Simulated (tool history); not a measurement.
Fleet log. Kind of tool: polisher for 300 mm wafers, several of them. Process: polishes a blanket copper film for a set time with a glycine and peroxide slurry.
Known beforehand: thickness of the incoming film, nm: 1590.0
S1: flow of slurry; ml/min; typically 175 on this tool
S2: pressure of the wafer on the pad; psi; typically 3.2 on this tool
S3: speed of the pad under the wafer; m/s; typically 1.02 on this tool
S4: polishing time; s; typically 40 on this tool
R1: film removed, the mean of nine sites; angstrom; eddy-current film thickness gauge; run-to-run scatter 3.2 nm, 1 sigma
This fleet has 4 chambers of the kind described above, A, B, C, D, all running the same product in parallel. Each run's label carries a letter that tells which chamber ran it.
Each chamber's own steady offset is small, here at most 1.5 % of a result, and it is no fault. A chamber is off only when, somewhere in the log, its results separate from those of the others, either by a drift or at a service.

run,hour,S1,S2,S3,S4,R1
# hour 3.6: chamber A: worn pad replaced by a new one
1A,8.9,175,3.2,1.02,40,2525.3
2D,18.7,175,3.2,1.02,40,2433.6
3C,28.3,175,3.2,1.02,40,2483.7
4B,40.7,175,3.2,1.02,40,2484.3
# hour 40.9: chamber B: worn pad replaced by a new one
5C,53.1,175,3.2,1.02,40,2439.2
6B,59.1,175,3.2,1.02,40,2543.4
7A,65.1,175,3.2,1.02,40,2541.1
# hour 69.8: chamber D: worn pad replaced by a new one
8D,75,175,3.2,1.02,40,2510.6
9C,83.8,175,3.2,1.02,40,2374
# hour 87.8: chamber A: worn pad replaced by a new one
# hour 91.2: chamber A: slurry nozzle cleaned
# hour 91.5: chamber B: slurry nozzle cleaned
10D,95,175,3.2,1.02,40,2475.9
11A,107.6,175,3.2,1.02,40,2509.7
12B,115,175,3.8,1.02,40,2860.2
# hour 119: chamber C: head pressure recalibrated
# hour 121.8: chamber B: worn pad replaced by a new one
13D,124.1,175,3.8,1.02,40,2880.8
14A,135.9,175,3.8,1.02,40,2888.4
# hour 142.2: chamber D: worn pad replaced by a new one
15C,148.9,175,3.8,1.02,40,2747.4
16B,155.5,175,3.2,1.02,40,2560.3
# hour 156.6: chamber A: worn pad replaced by a new one
17C,164.1,175,3.2,1.02,40,2366.3
18D,170.9,175,3.2,1.02,40,2471.2
19B,177.8,175,3.2,1.02,40,2447.6
20A,189.9,175,3.2,1.02,40,2490.5
21B,200.5,175,3.2,1.02,40,2501.1
22D,206.7,175,3.2,1.02,40,2468.7
# hour 213.9: chamber D: worn pad replaced by a new one
23C,215.3,175,3.2,1.02,40,2304.3
24A,224.2,175,3.2,1.02,40,2503.4
25D,230.5,175,3.2,1.02,40,2462.3

Which is it: a chamber that has drifted or been left off by a service, a gauge drift common to all chambers, or only each chamber's usual small offset? If a chamber is off, name it and its likeliest cause.

One chamber, C, drifts off from the rest bit by bit.
Cause: removal rate lost through wear of the pad, % = 9.29.
With only this log, it may be confused with: slurry flow missing at the pad, %.

Here are 4 candidates for chamber C's next run, each the usual settings with a change, their results left as question marks. Which one brings its results back in line with what the others give on the usual settings?
Allowed miss from the other chambers' usual-settings mean, per result, to count as in line: R1 110 angstrom
26C-1,239.8,175,3.2,1.02,43,?
26C-2,239.8,175,3.1,0.98,39,?
26C-3,239.8,175,3.2,1.1,44,?
26C-4,239.8,170,3,1.02,36,?

Usual-settings mean across the other chambers: R1 2481.8 angstrom
run,R1
26C-1,2439.7
26C-2,2085
26C-3,2659.8
26C-4,1927.4
With 26C-1, the chamber falls back in line with the rest.
